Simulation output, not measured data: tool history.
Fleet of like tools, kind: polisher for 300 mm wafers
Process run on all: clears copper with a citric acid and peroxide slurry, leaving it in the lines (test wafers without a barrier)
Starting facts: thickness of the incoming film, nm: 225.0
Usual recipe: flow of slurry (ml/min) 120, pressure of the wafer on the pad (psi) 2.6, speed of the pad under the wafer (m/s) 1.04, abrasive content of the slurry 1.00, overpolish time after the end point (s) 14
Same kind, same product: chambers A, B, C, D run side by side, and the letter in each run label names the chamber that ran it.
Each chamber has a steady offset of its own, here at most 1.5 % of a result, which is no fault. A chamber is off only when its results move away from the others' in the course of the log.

run,day,flow of slurry (ml/min),pressure of the wafer on the pad (psi),speed of the pad under the wafer (m/s),abrasive content of the slurry,overpolish time after the end point (s),time until the end point was called (s),dishing of a wide line in a test structure (angstrom)
1B,0.129,120,2.6,1.04,1.00,14,107.480,179.42
2D,0.242,120,2.6,1.04,1.00,14,103.290,178.13
3C,0.383,120,2.6,1.04,1.00,14,106.390,177.74
4A,0.462,120,2.6,1.04,1.00,14,104.940,180.18
5D,0.629,120,2.6,1.04,1.00,14,104.950,183.11
# day 0.633: chamber A: worn pad replaced by a new one
6A,0.725,120,2.6,0.90,1.00,14,120.500,160.09
7C,0.808,120,2.6,0.90,1.00,14,122.970,161.61
8B,0.975,120,2.6,0.90,1.00,14,122.460,159.12
9C,1.104,120,2.6,0.90,1.00,14,122.370,158.69
10A,1.196,120,2.6,0.92,1.00,17,119.950,178.71
11B,1.371,120,2.6,0.92,1.00,17,120.100,186.56
12D,1.500,120,2.6,0.92,1.00,17,118.190,190.90
# day 1.525: chamber B: worn pad replaced by a new one
13C,1.654,120,2.6,0.92,1.00,17,118.740,183.37
14A,1.829,120,2.6,1.04,1.00,14,106.780,170.33
15D,1.917,120,2.6,1.04,1.00,14,105.010,173.95
16B,2.008,120,2.6,1.04,1.00,14,106.000,178.69
17C,2.158,120,2.6,1.38,0.75,14,85.844,211.16
18A,2.304,120,2.6,1.38,0.75,14,87.623,196.77
19B,2.408,120,2.6,1.38,0.75,14,86.541,211.61
20D,2.500,120,2.6,1.38,0.75,14,86.054,204.43
21B,2.625,120,2.6,1.04,1.00,14,105.770,177.36
22A,2.738,120,2.6,1.04,1.00,14,110.740,173.75
23D,2.850,120,2.6,1.04,1.00,14,106.740,179.46
24C,2.958,120,2.6,1.04,1.00,14,107.130,174.32
# day 3.012: chamber D: slurry blender recalibrated
# day 3.029: chamber A: worn pad replaced by a new one
25C,3.058,120,2.6,1.04,1.00,14,106.860,179.23
# day 3.158: chamber D: worn pad replaced by a new one
26D,3.208,120,2.6,1.04,1.00,14,104.490,178.41
27A,3.362,120,2.6,1.04,1.00,14,112.830,171.59
28B,3.467,120,2.6,1.04,1.00,14,107.330,181.87
29B,3.567,120,2.6,1.04,1.00,14,107.260,174.36
30C,3.671,120,2.6,1.04,1.00,14,104.830,179.42
# day 3.775: chamber C: worn pad replaced by a new one
31A,3.792,120,2.6,1.04,1.00,14,112.960,172.19
# day 3.892: chamber B: slurry nozzle cleaned
32D,3.933,120,2.6,1.04,1.00,14,105.180,180.48
33C,4.021,120,2.6,1.04,1.00,14,106.770,185.35
34B,4.112,120,3.1,1.16,1.00,14,81.405,211.89
35D,4.233,120,3.1,1.16,1.00,14,79.507,216.22
36A,4.375,120,3.1,1.16,1.00,14,88.074,195.27
# day 4.429: chamber B: slurry blender recalibrated
37D,4.546,120,3.1,1.16,1.00,14,78.744,226.27
38B,4.638,120,2.6,1.04,1.00,14,106.360,180.73

The same settings go to every chamber for the next run, one line per chamber below. Forecast the results for each:
39A,4.762,145,2.6,1.04,1.00,14,?,?
39B,4.762,145,2.6,1.04,1.00,14,?,?
39C,4.762,145,2.6,1.04,1.00,14,?,?
39D,4.762,145,2.6,1.04,1.00,14,?,?

run,time until the end point was called (s),dishing of a wide line in a test structure (angstrom)
39A,110.090,171.81
39B,104.250,179.21
39C,101.020,184.46
39D,100.850,181.60

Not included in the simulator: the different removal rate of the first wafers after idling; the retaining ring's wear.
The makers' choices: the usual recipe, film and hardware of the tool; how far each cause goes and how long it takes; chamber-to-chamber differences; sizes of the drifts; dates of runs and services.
